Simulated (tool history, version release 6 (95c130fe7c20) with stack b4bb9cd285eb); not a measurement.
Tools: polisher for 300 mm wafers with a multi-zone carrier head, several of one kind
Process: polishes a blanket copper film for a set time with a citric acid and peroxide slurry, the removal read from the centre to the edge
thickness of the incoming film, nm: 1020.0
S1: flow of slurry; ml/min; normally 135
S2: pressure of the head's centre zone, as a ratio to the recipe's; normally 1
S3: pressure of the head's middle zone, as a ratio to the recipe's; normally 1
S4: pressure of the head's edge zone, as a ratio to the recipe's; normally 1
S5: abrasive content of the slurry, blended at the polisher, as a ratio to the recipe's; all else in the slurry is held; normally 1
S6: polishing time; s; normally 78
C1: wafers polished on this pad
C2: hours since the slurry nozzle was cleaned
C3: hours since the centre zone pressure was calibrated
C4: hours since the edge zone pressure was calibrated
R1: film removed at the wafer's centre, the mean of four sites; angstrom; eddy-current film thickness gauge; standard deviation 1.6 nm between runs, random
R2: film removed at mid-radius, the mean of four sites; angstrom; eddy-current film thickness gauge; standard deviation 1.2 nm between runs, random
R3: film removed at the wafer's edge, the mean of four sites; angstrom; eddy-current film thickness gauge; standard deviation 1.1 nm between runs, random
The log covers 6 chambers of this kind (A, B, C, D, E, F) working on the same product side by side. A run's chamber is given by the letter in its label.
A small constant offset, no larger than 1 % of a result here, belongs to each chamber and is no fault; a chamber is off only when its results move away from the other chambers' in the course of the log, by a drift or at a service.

run,hour,S1,S2,S3,S4,S5,S6,C1,C2,C3,C4,R1,R2,R3
1D,4.9,135,1,1,1,1,78,249,341.2,119.4,401,1427.9,1370.9,1397
2A,8.5,135,1,1,1,1,78,526,67.4,127.2,421.8,1419,1402.1,1383.4
3B,12.6,135,1,1,1,1,78,695,149,823.3,642,1391.1,1374.6,1404.7
4F,17.5,135,1,1,1,1,78,764,316,567.7,270.4,1402.3,1392.3,1388.2
# hour 20.1: chamber F: worn pad replaced by a new one
5E,23.5,135,1,1,0.89,1,66,482,231.2,123.5,224.1,1172.7,1175.2,1114.8
6C,28.8,135,1,1,0.89,1,66,570,93.7,162,945.8,1159.3,1174.4,1114
7A,35,135,1,1,0.89,1,66,848,93.9,153.7,448.3,1184.7,1189.4,1101.2
8D,39.1,135,1,1,0.89,1,66,663,375.4,153.6,435.2,1201.4,1165.2,1113.1
9F,42.4,135,1,1,0.89,1,66,270,340.9,592.6,295.3,1162.7,1172.6,1101.8
10E,47.6,135,1,1,0.89,1,66,774,255.3,147.6,248.2,1160.8,1190.3,1099.7
# hour 49.3: chamber F: edge zone pressure recalibrated
11B,54.2,135,1,1.11,1,1,78,1200,190.6,864.9,683.6,1376.2,1545.2,1380.4
12C,60.5,135,1,1.11,1,1,78,954,125.4,193.7,977.5,1378.6,1546.3,1412.8
13A,64.5,135,1,1.11,1,1,78,1205,123.4,183.2,477.8,1414.3,1516.2,1363.2
# hour 67.3: chamber C: worn pad replaced by a new one
# hour 68.1: chamber E: edge zone pressure recalibrated
14D,69.8,135,1,1.11,1,1,78,1036,406.1,184.3,465.9,1425.5,1530.4,1394.8
15F,75.1,135,1,1.11,1,1,78,666,373.6,625.3,25.8,1391.7,1543.9,1381.1
# hour 79.3: chamber D: worn pad replaced by a new one
16C,80.4,135,1,1.11,1,1,78,158,145.3,213.6,997.4,1390.6,1536.6,1395.3
# hour 82.3: chamber E: worn pad replaced by a new one
# hour 82.7: chamber C: edge zone pressure recalibrated
# hour 83.1: chamber F: worn pad replaced by a new one
17B,87,135,1,1,1,1,78,1597,223.4,897.7,716.4,1404.7,1396.7,1412
# hour 89: chamber B: worn pad replaced by a new one
# hour 90.9: chamber D: edge zone pressure recalibrated
18E,93.3,135,1,1,1,1,78,134,301,193.3,25.2,1385.4,1408.2,1377
19E,98.3,135,1,1,1,1,78,194,306,198.3,30.2,1386.4,1397.6,1378.5
20D,104.6,135,1,1,1,1,78,307,440.9,219.1,13.8,1426.3,1377.5,1418.9
21C,107.9,135,1,1,1,1,78,492,172.8,241.1,25.3,1384.8,1362.5,1388.2
22F,112.1,135,1,1,1,1,78,352,410.6,662.3,62.8,1415.8,1394,1386.9
# hour 112.9: chamber F: centre zone pressure recalibrated
23B,115.1,135,1,1,1,1,78,316,251.5,925.8,744.5,1373.3,1410,1401.2
24A,118.8,135,1,1,1,1,95,1863,177.7,237.5,532.1,1647.4,1620.1,1620.4
25A,122.2,135,1,1,1,1,95,1904,181.1,240.9,535.5,1612.3,1608,1627.9
26E,126.9,135,1,1,1,1,95,541,334.6,226.9,58.8,1686,1693.8,1668.9
27C,132.8,135,1,1,1,1,95,794,197.7,266,50.2,1708.2,1694.9,1715.9
28F,136.5,135,1,1,1,1,95,648,435,23.6,87.2,1720.2,1671.4,1691.3
29B,139.8,135,1,1,1,1,95,615,276.2,950.5,769.2,1699.8,1690.3,1709
30D,144.1,135,1,1,1,1,78,786,480.4,258.6,53.3,1410.5,1381.5,1371.3
# hour 149.7: chamber F: worn pad replaced by a new one
31D,149.8,135,1,0.89,1,1,54,855,486.1,264.3,59,983.89,850.61,979.68
# hour 150.5: chamber C: worn pad replaced by a new one
32F,155.3,135,1,0.89,1,1,54,68,453.8,42.4,106,970.44,859.65,955.94
33B,158.9,135,1,0.89,1,1,54,847,295.3,969.6,788.3,954.13,870.31,976.1
34E,163.3,135,1,0.89,1,1,54,982,371,263.3,95.2,986.45,872.04,979.43
35C,167.6,135,1,0.89,1,1,54,207,232.5,300.8,85,957.22,863.02,972.65
36A,171.4,135,1,0.89,1,1,54,2501,230.3,290.1,584.7,894.74,791.61,891.23
37A,176.3,135,1,1,1,1,78,2560,235.2,295,589.6,1286.5,1272.9,1297.2
38C,180.4,135,1,1,1,1,78,362,245.3,313.6,97.8,1361.3,1390.3,1427.4

Predict what each chamber gives when all 6 of them run the settings below next.
39A,185.2,135,1,1,1,1,78,,,,,?,?,?
39B,185.2,135,1,1,1,1,78,,,,,?,?,?
39C,185.2,135,1,1,1,1,78,,,,,?,?,?
39D,185.2,135,1,1,1,1,78,,,,,?,?,?
39E,185.2,135,1,1,1,1,78,,,,,?,?,?
39F,185.2,135,1,1,1,1,78,,,,,?,?,?

run,R1,R2,R3
39A,1305.6,1287.6,1279.3
39B,1365.4,1401.5,1395
39C,1375.3,1396.3,1409
39D,1415.9,1385.2,1384.8
39E,1399.6,1402.7,1374.4
39F,1386.5,1385.1,1381.4
